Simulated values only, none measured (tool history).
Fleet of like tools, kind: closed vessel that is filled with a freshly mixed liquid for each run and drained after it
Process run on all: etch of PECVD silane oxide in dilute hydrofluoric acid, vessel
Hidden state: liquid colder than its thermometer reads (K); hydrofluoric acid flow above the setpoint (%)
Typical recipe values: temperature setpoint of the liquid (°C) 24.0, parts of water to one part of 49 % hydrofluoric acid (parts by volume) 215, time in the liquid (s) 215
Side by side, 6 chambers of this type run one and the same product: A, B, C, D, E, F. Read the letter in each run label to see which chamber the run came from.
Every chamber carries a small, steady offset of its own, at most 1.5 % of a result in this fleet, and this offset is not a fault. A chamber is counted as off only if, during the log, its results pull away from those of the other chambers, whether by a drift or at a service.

run,day,temperature setpoint of the liquid (°C),parts of water to one part of 49 % hydrofluoric acid (parts by volume),time in the liquid (s),hours since the thermometer was replaced,hours since the hydrofluoric acid flow meter was replaced,"read-back film thickness of the PECVD silane oxide reference wafer, read on the same gauge (nm)",thickness taken off the PECVD silane oxide on a monitor wafer (angstrom)
1C,0.404,24.0,215,215,691.9,357.4,129.99,246.86
2A,0.688,24.0,215,215,197.6,824.6,130.01,243.81
3D,0.958,24.0,215,215,378.8,1888.8,130.01,247.81
4B,1.212,24.0,215,215,995.1,522.5,130.00,246.90
5E,1.796,24.0,305,215,521.7,111.3,130.00,159.57
6F,2.192,24.0,305,215,567.2,656.8,130.01,157.19
7C,2.696,24.0,305,215,746.9,412.4,129.96,160.08
8D,2.962,24.0,305,215,426.9,1936.9,129.97,159.33
9B,3.533,24.0,305,215,1050.8,578.2,130.02,159.70
10E,3.867,24.0,305,215,571.4,161.0,130.01,159.88
11A,4.221,24.0,215,215,282.4,909.4,130.01,246.06
12F,4.638,24.0,215,215,625.9,715.5,129.99,245.35
13A,5.146,26.5,215,295,304.6,931.6,130.02,373.01
14B,5.725,26.5,215,295,1103.4,630.8,130.01,371.55
15E,6.246,26.5,215,295,628.5,218.1,130.03,374.17
16F,6.558,26.5,215,295,672.0,761.6,130.04,370.04
17C,7.058,26.5,215,295,851.6,517.1,130.01,373.21
18D,7.533,26.5,215,295,536.6,2046.6,130.00,367.94
19A,8.108,24.0,215,215,375.7,1002.7,129.98,248.18
20C,8.483,24.0,215,215,885.8,551.3,130.00,246.95
21D,8.938,24.0,215,215,570.3,2080.3,129.97,247.68
22E,9.479,24.0,215,215,706.1,295.7,129.99,249.32
23B,9.896,24.0,120,215,1203.5,730.9,129.96,499.03
24F,10.204,24.0,120,215,759.5,849.1,130.02,493.31
25B,10.783,24.0,120,215,1224.8,752.2,130.00,497.63
26A,11.133,24.0,120,215,448.3,1075.3,129.97,484.03
27C,11.508,24.0,120,215,958.4,623.9,129.98,490.61
28D,11.850,24.0,120,215,640.2,2150.2,129.97,492.97
29F,12.246,24.0,215,215,808.5,898.1,129.97,242.18
30E,12.717,24.0,215,215,783.8,373.4,130.02,249.44
31B,12.975,24.0,215,215,1277.4,804.8,129.97,247.69
32A,13.467,24.0,215,215,504.3,1131.3,129.98,247.77
33C,13.758,24.0,215,215,1012.4,677.9,130.02,246.25
34D,14.346,24.0,215,215,700.1,2210.1,130.00,248.12
# day 14.525: chamber E: thermometer replaced
35E,14.775,24.0,215,215,6.1,422.8,129.97,248.64
36F,15.075,24.0,215,215,876.4,966.0,130.00,239.40
37F,15.508,24.0,215,215,886.8,976.4,130.03,239.12
38C,15.821,24.0,215,215,1061.9,727.4,130.05,246.79
39E,16.104,24.0,215,215,38.0,454.7,129.99,247.38
40B,16.388,24.0,215,215,1359.3,886.7,130.03,247.15

Has any chamber moved away from the others, gradually or after a service, or does the common gauge drift, or do the chambers differ only by their own small steady offsets? State the chamber and the most likely cause if one applies.

One chamber, F, drifts off from the rest bit by bit.
Most likely cause: liquid colder than its thermometer reads (K) = 0.818.
The log might look much the same if the cause were instead: hydrofluoric acid flow below the setpoint (%).

Chamber F could run next with any of the 4 candidate recipes listed below; each alters the usual settings, and their results appear as question marks. Which one brings its results back in line with what the other chambers deliver on the usual settings?
Maximum distance from the other chambers' mean on the usual settings for a result to count as in line: thickness taken off the PECVD silane oxide on a monitor wafer (angstrom) 4.60
41F-1,16.812,23.0,215,215,,,,?
41F-2,16.812,24.0,215,230,,,,?
41F-3,16.812,24.0,210,215,,,,?
41F-4,16.812,22.0,215,215,,,,?

Usual-settings mean across the other chambers: thickness taken off the PECVD silane oxide on a monitor wafer (angstrom) 247.25
run,thickness taken off the PECVD silane oxide on a monitor wafer (angstrom)
41F-1,230.85
41F-2,256.40
41F-3,246.77
41F-4,222.25
41F-3 brings the chamber back in line.
